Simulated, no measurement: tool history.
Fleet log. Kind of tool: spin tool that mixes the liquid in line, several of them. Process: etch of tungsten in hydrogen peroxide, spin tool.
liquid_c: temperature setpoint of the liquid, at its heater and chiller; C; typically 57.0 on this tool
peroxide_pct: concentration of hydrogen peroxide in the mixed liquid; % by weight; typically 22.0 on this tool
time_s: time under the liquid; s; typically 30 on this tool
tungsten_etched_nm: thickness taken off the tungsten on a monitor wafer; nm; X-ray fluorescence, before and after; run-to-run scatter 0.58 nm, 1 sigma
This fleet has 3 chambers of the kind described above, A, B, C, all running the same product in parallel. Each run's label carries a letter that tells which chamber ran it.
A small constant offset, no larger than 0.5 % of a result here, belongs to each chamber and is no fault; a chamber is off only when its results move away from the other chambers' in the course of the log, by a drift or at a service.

run	hour	liquid_c	peroxide_pct	time_s	hours since the thermometer was replaced	hours since the peroxide flow meter was replaced	hours since the heated supply line was repaired	hours since the drum of peroxide was connected	read-back film thickness of the tungsten reference wafer, read on the same gauge (nm)	tungsten_etched_nm
1B	10.3	57.0	22.0	30	696.0	429.3	360.2	862.6	29.951	117.490
2C	20.6	57.0	22.0	30	374.0	874.7	871.5	1462.4	29.994	118.330
3A	29.0	57.0	22.0	30	819.3	643.6	1732.2	227.1	30.002	117.950
# hour 29.5: chamber C: new drum of peroxide connected
4A	39.5	57.0	22.0	30	829.8	654.1	1742.7	237.6	30.028	118.020
5C	49.0	57.0	22.0	30	402.4	903.1	899.9	19.5	30.025	118.800
6B	57.3	57.0	22.0	30	743.0	476.3	407.2	909.6	29.993	117.270
7A	65.8	57.0	22.0	30	856.1	680.4	1769.0	263.9	30.005	117.640
8C	74.1	57.0	22.0	30	427.5	928.2	925.0	44.6	29.990	118.410
9B	82.3	57.0	22.0	30	768.0	501.3	432.2	934.6	30.017	117.390
10C	91.5	57.0	22.0	30	444.9	945.6	942.4	62.0	30.023	118.700
11B	101.9	57.0	22.0	30	787.6	520.9	451.8	954.2	30.042	118.140
12A	111.0	57.0	22.0	30	901.3	725.6	1814.2	309.1	30.002	117.590
13C	121.8	57.0	22.0	30	475.2	975.9	972.7	92.3	29.999	117.730
14A	130.3	57.0	22.0	30	920.6	744.9	1833.5	328.4	29.988	116.980
15B	135.4	57.0	22.0	30	821.1	554.4	485.3	987.7	29.986	116.500
16C	146.0	57.0	22.0	30	499.4	1000.1	996.9	116.5	30.034	116.610
17B	154.3	57.0	22.0	30	840.0	573.3	504.2	1006.6	30.019	117.690
18A	161.7	57.0	22.0	30	952.0	776.3	1864.9	359.8	30.015	118.740
19C	169.3	57.0	18.0	30	522.7	1023.4	1020.2	139.8	29.968	104.960
20B	176.4	57.0	18.0	30	862.1	595.4	526.3	1028.7	29.987	106.800
21A	182.5	57.0	18.0	30	972.8	797.1	1885.7	380.6	30.024	107.180
22A	187.7	57.0	22.0	30	978.0	802.3	1890.9	385.8	29.990	117.870
23C	197.0	57.0	22.0	30	550.4	1051.1	1047.9	167.5	29.944	115.210
24B	208.1	57.0	22.0	30	893.8	627.1	558.0	1060.4	30.069	116.270
25B	219.2	57.0	22.0	30	904.9	638.2	569.1	1071.5	29.989	118.490
26C	226.8	61.5	22.0	25	580.2	1080.9	1077.7	197.3	30.006	122.570
27A	232.7	61.5	22.0	25	1023.0	847.3	1935.9	430.8	30.006	127.550
28A	240.0	61.5	22.0	25	1030.3	854.6	1943.2	438.1	29.974	126.840
29B	247.8	57.0	22.0	30	933.5	666.8	597.7	1100.1	29.978	117.490
30C	256.2	57.0	22.0	30	609.6	1110.3	1107.1	226.7	29.969	113.330
31B	264.5	57.0	22.0	30	950.2	683.5	614.4	1116.8	29.998	117.870
32A	273.3	57.0	22.0	30	1063.6	887.9	1976.5	471.4	30.052	118.540
33C	281.1	57.0	22.0	30	634.5	1135.2	1132.0	251.6	29.976	111.330
34A	291.5	57.0	22.0	30	1081.8	906.1	1994.7	489.6	29.976	118.490
35C	298.2	57.0	22.0	30	651.6	1152.3	1149.1	268.7	29.996	110.980
36B	304.4	57.0	22.0	30	990.1	723.4	654.3	1156.7	30.023	117.990
37B	310.4	57.0	22.0	30	996.1	729.4	660.3	1162.7	30.033	117.520
38C	316.7	57.0	22.0	30	670.1	1170.8	1167.6	287.2	30.048	110.470

Has any chamber moved away from the others, gradually or after a service, or does the common gauge drift, or do the chambers differ only by their own small steady offsets? State the chamber and the most likely cause if one applies.

Chamber C drifts away from the others.
Likeliest cause: temperature lost on the way to the wafer (K) = 1.24.
From this log alone, it may not be told apart from: liquid colder than its thermometer reads (K); peroxide flow below the setpoint (%).

Below are 4 candidate recipes for chamber C's next run, each the usual settings with a change, their results shown as question marks. Which of them brings C's results back in line with what the other chambers give on the usual settings?
A result is in line if it is within this distance of the other chambers' mean on the usual settings: tungsten_etched_nm 2.000 nm
39C-1	324.7	57.0	19.0	30						?
39C-2	324.7	57.5	22.0	30						?
39C-3	324.7	57.0	21.0	30						?
39C-4	324.7	57.0	25.5	30						?

Average result of the remaining chambers running the usual settings: tungsten_etched_nm 117.780 nm
run	tungsten_etched_nm
39C-1	102.020
39C-2	113.100
39C-3	107.240
39C-4	118.140
Change 39C-4 lands the chamber within the allowed miss of the other chambers.

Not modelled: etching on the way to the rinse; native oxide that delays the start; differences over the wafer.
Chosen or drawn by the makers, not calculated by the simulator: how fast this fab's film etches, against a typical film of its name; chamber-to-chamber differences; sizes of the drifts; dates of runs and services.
